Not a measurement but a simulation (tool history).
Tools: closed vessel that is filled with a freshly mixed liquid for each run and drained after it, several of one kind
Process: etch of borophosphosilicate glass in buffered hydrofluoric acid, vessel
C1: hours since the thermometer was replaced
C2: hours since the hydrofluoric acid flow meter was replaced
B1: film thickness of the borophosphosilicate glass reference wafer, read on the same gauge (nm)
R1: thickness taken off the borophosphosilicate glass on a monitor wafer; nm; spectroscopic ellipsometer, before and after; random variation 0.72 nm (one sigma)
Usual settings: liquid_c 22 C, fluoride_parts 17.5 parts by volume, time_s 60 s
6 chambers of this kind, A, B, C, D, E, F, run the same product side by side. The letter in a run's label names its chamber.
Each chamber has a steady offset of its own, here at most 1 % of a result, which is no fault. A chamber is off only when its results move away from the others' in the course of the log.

run 1F hour=5.5 | liquid_c=22 fluoride_parts=17.5 time_s=60 | C1=1134.5 C2=760.8 | B1=50.016 | R1=102.060
run 2B hour=10.8 | liquid_c=22 fluoride_parts=17.5 time_s=60 | C1=1238.7 C2=981.7 | B1=49.930 | R1=102.710
run 3D hour=13.8 | liquid_c=22 fluoride_parts=17.5 time_s=60 | C1=850.5 C2=1764.0 | B1=49.984 | R1=103.480
run 4E hour=18.7 | liquid_c=22 fluoride_parts=17.5 time_s=60 | C1=624.9 C2=618.7 | B1=49.955 | R1=104.970
run 5A hour=22.6 | liquid_c=22 fluoride_parts=17.5 time_s=60 | C1=546.3 C2=879.7 | B1=49.972 | R1=104.350
-- hour=24.9 chamber B: thermometer replaced
run 6C hour=28.5 | liquid_c=22 fluoride_parts=17.5 time_s=60 | C1=1126.8 C2=99.0 | B1=50.016 | R1=102.890
run 7A hour=33.9 | liquid_c=22 fluoride_parts=17.5 time_s=60 | C1=557.6 C2=891.0 | B1=49.994 | R1=102.920
run 8E hour=38.6 | liquid_c=22 fluoride_parts=17.5 time_s=60 | C1=644.8 C2=638.6 | B1=49.958 | R1=103.800
-- hour=39.8 chamber A: thermometer replaced
run 9F hour=41.8 | liquid_c=22 fluoride_parts=21.0 time_s=60 | C1=1170.8 C2=797.1 | B1=50.008 | R1=87.765
run 10B hour=45.5 | liquid_c=22 fluoride_parts=21.0 time_s=60 | C1=20.6 C2=1016.4 | B1=50.008 | R1=86.467
run 11C hour=50.9 | liquid_c=22 fluoride_parts=21.0 time_s=60 | C1=1149.2 C2=121.4 | B1=49.984 | R1=88.094
run 12D hour=56.2 | liquid_c=22 fluoride_parts=21.0 time_s=60 | C1=892.9 C2=1806.4 | B1=49.988 | R1=87.482
run 13C hour=59.0 | liquid_c=22 fluoride_parts=21.0 time_s=60 | C1=1157.3 C2=129.5 | B1=49.987 | R1=86.779
run 14B hour=63.4 | liquid_c=22 fluoride_parts=21.0 time_s=60 | C1=38.5 C2=1034.3 | B1=49.980 | R1=86.501
run 15D hour=66.4 | liquid_c=22 fluoride_parts=17.5 time_s=60 | C1=903.1 C2=1816.6 | B1=49.973 | R1=103.140
run 16E hour=69.8 | liquid_c=22 fluoride_parts=23.0 time_s=60 | C1=676.0 C2=669.8 | B1=50.015 | R1=83.211
run 17A hour=72.8 | liquid_c=22 fluoride_parts=23.0 time_s=60 | C1=33.0 C2=929.9 | B1=50.020 | R1=83.223
run 18F hour=75.8 | liquid_c=22 fluoride_parts=23.0 time_s=60 | C1=1204.8 C2=831.1 | B1=49.998 | R1=79.994
run 19D hour=80.5 | liquid_c=22 fluoride_parts=23.0 time_s=60 | C1=917.2 C2=1830.7 | B1=49.978 | R1=81.243
run 20F hour=85.1 | liquid_c=22 fluoride_parts=23.0 time_s=60 | C1=1214.1 C2=840.4 | B1=50.000 | R1=80.217
run 21C hour=90.4 | liquid_c=22 fluoride_parts=23.0 time_s=60 | C1=1188.7 C2=160.9 | B1=50.041 | R1=81.844
run 22B hour=93.4 | liquid_c=22 fluoride_parts=17.5 time_s=60 | C1=68.5 C2=1064.3 | B1=50.001 | R1=104.190
run 23E hour=99.2 | liquid_c=22 fluoride_parts=17.5 time_s=60 | C1=705.4 C2=699.2 | B1=49.980 | R1=105.540
run 24A hour=103.8 | liquid_c=22 fluoride_parts=17.5 time_s=60 | C1=64.0 C2=960.9 | B1=50.028 | R1=103.230
run 25A hour=107.8 | liquid_c=22 fluoride_parts=17.5 time_s=60 | C1=68.0 C2=964.9 | B1=49.954 | R1=103.240
run 26E hour=111.7 | liquid_c=22 fluoride_parts=17.5 time_s=60 | C1=717.9 C2=711.7 | B1=50.011 | R1=103.920
run 27B hour=114.7 | liquid_c=22 fluoride_parts=22.5 time_s=60 | C1=89.8 C2=1085.6 | B1=50.015 | R1=83.134
run 28C hour=118.4 | liquid_c=22 fluoride_parts=22.5 time_s=60 | C1=1216.7 C2=188.9 | B1=50.009 | R1=83.596
run 29F hour=124.1 | liquid_c=22 fluoride_parts=22.5 time_s=60 | C1=1253.1 C2=879.4 | B1=50.041 | R1=81.131
-- hour=126.0 chamber F: hydrofluoric acid flow meter replaced
run 30D hour=128.9 | liquid_c=22 fluoride_parts=22.5 time_s=60 | C1=965.6 C2=1879.1 | B1=50.026 | R1=82.910
run 31F hour=133.3 | liquid_c=22 fluoride_parts=22.5 time_s=60 | C1=1262.3 C2=7.3 | B1=50.001 | R1=79.724
run 32A hour=137.0 | liquid_c=22 fluoride_parts=22.5 time_s=60 | C1=97.2 C2=994.1 | B1=49.965 | R1=83.787
run 33B hour=142.6 | liquid_c=22 fluoride_parts=17.5 time_s=60 | C1=117.7 C2=1113.5 | B1=50.019 | R1=103.390
run 34C hour=145.3 | liquid_c=22 fluoride_parts=17.5 time_s=95 | C1=1243.6 C2=215.8 | B1=50.001 | R1=163.460
run 35E hour=148.1 | liquid_c=22 fluoride_parts=17.5 time_s=95 | C1=754.3 C2=748.1 | B1=49.986 | R1=166.210
run 36D hour=152.3 | liquid_c=22 fluoride_parts=17.5 time_s=95 | C1=989.0 C2=1902.5 | B1=49.992 | R1=162.780
run 37C hour=157.6 | liquid_c=22 fluoride_parts=17.5 time_s=95 | C1=1255.9 C2=228.1 | B1=49.969 | R1=165.700
run 38B hour=161.5 | liquid_c=22 fluoride_parts=17.5 time_s=95 | C1=136.6 C2=1132.4 | B1=50.002 | R1=164.170

Is one chamber off against the others, does the gauge drift, or is nothing wrong? If a chamber is off, say which, and what the likeliest cause is.

Chamber F drifts away from the others.
Cause: liquid colder than its thermometer reads (K) = 0.874.

Here are 4 candidates for chamber F's next run, each the usual settings with a change, their results left as question marks. Which one brings its results back in line with what the others give on the usual settings?
In line means no further than this from the other chambers' mean on the usual settings: R1 2.500 nm
run 39F-1 hour=165.8 | liquid_c=22.0 fluoride_parts=17.0 time_s=65 | R1=?
run 39F-2 hour=165.8 | liquid_c=20.0 fluoride_parts=17.5 time_s=60 | R1=?
run 39F-3 hour=165.8 | liquid_c=23.0 fluoride_parts=17.5 time_s=60 | R1=?
run 39F-4 hour=165.8 | liquid_c=21.5 fluoride_parts=18.0 time_s=60 | R1=?

The other chambers' mean on the usual settings: R1 103.680 nm
run=39F-1 R1=109.680
run=39F-2 R1=87.967
run=39F-3 R1=104.000
run=39F-4 R1=93.042
39F-3 brings the chamber back in line.
